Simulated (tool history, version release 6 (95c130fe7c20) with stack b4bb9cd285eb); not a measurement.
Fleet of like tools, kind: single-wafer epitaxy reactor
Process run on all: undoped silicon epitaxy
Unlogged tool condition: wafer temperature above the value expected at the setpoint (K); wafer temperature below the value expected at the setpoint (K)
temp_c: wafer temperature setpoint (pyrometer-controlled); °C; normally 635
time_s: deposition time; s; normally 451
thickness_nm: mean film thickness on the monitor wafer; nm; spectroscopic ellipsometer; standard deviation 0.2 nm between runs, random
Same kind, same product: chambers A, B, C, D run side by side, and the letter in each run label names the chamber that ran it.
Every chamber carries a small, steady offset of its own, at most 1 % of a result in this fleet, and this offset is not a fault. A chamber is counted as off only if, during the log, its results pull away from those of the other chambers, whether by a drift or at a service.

run	day	temp_c	time_s	hours since the last pyrometer calibration	read-back reference wafer on the same gauge, thickness_nm	thickness_nm
1B	0.267	635	451	362.4	52.964	54.947
2A	0.462	635	451	609	53.027	54.752
3C	0.871	635	451	2321.7	53.003	54.271
4D	1.262	635	451	2286.2	53.011	54.937
5D	1.642	635	451	2295.3	52.997	55.144
6A	1.929	635	451	644.2	52.991	54.951
7C	2.279	635	451	2355.5	53.043	54.421
8B	2.592	635	451	418.2	52.992	54.414
9C	2.95	628	451	2371.6	53.018	46.281
10B	3.133	628	451	431.2	52.999	46.505
11A	3.388	628	451	679.2	53.004	46.642
12D	3.667	628	451	2343.9	52.961	46.867
13B	3.883	635	451	449.2	53.004	54.88
14A	4.242	635	451	699.7	53.014	54.805
# day 4.3: chamber D: pyrometer calibrated
15C	4.642	635	451	2412.2	52.97	54.359
16D	4.929	635	451	15.2	52.933	54.52
17D	5.254	635	451	23	53.017	54.778
18A	5.621	635	451	732.8	52.999	54.514
19B	6.012	635	451	500.3	53.019	54.905
20C	6.212	635	451	2449.9	52.996	54.242
21B	6.454	635	451	510.9	53.043	54.524
22C	6.638	635	451	2460.1	52.981	54.609
23A	7.025	650	451	766.5	52.965	76.419
24D	7.333	650	451	72.9	53.037	76.204
25C	7.55	650	451	2482	52.973	75.873
26A	7.95	650	451	788.7	53.023	76.287
27B	8.208	635	451	553	52.987	54.229
28D	8.454	635	451	99.8	53.011	54.718
29A	8.671	635	451	806	53.018	55.43
30B	9.071	641	387	573.7	52.959	53.429
31D	9.258	641	387	119.1	52.999	53.705
32C	9.646	641	387	2532.3	53.021	52.88
33C	9.971	641	387	2540.1	53.005	53.196
34B	10.258	635	451	602.2	52.948	54.776
35A	10.575	635	451	851.7	53.002	55.603
36D	10.783	635	451	155.7	52.971	54.636
37D	11.088	635	451	163	53.01	54.925
38B	11.438	635	451	630.5	52.978	54.732
39C	11.846	635	451	2585.1	52.958	54.192
40A	12.129	635	451	889	53.011	56.193
41C	12.533	635	451	2601.6	53.032	54.099
42A	12.729	635	451	903.4	52.992	55.671

All chambers now run identical settings, listed one chamber a line with results as question marks. What results will each chamber show?
43A	13.029	635	451			?
43B	13.029	635	451			?
43C	13.029	635	451			?
43D	13.029	635	451			?

run	thickness_nm
43A	56.478
43B	54.765
43C	53.894
43D	54.985

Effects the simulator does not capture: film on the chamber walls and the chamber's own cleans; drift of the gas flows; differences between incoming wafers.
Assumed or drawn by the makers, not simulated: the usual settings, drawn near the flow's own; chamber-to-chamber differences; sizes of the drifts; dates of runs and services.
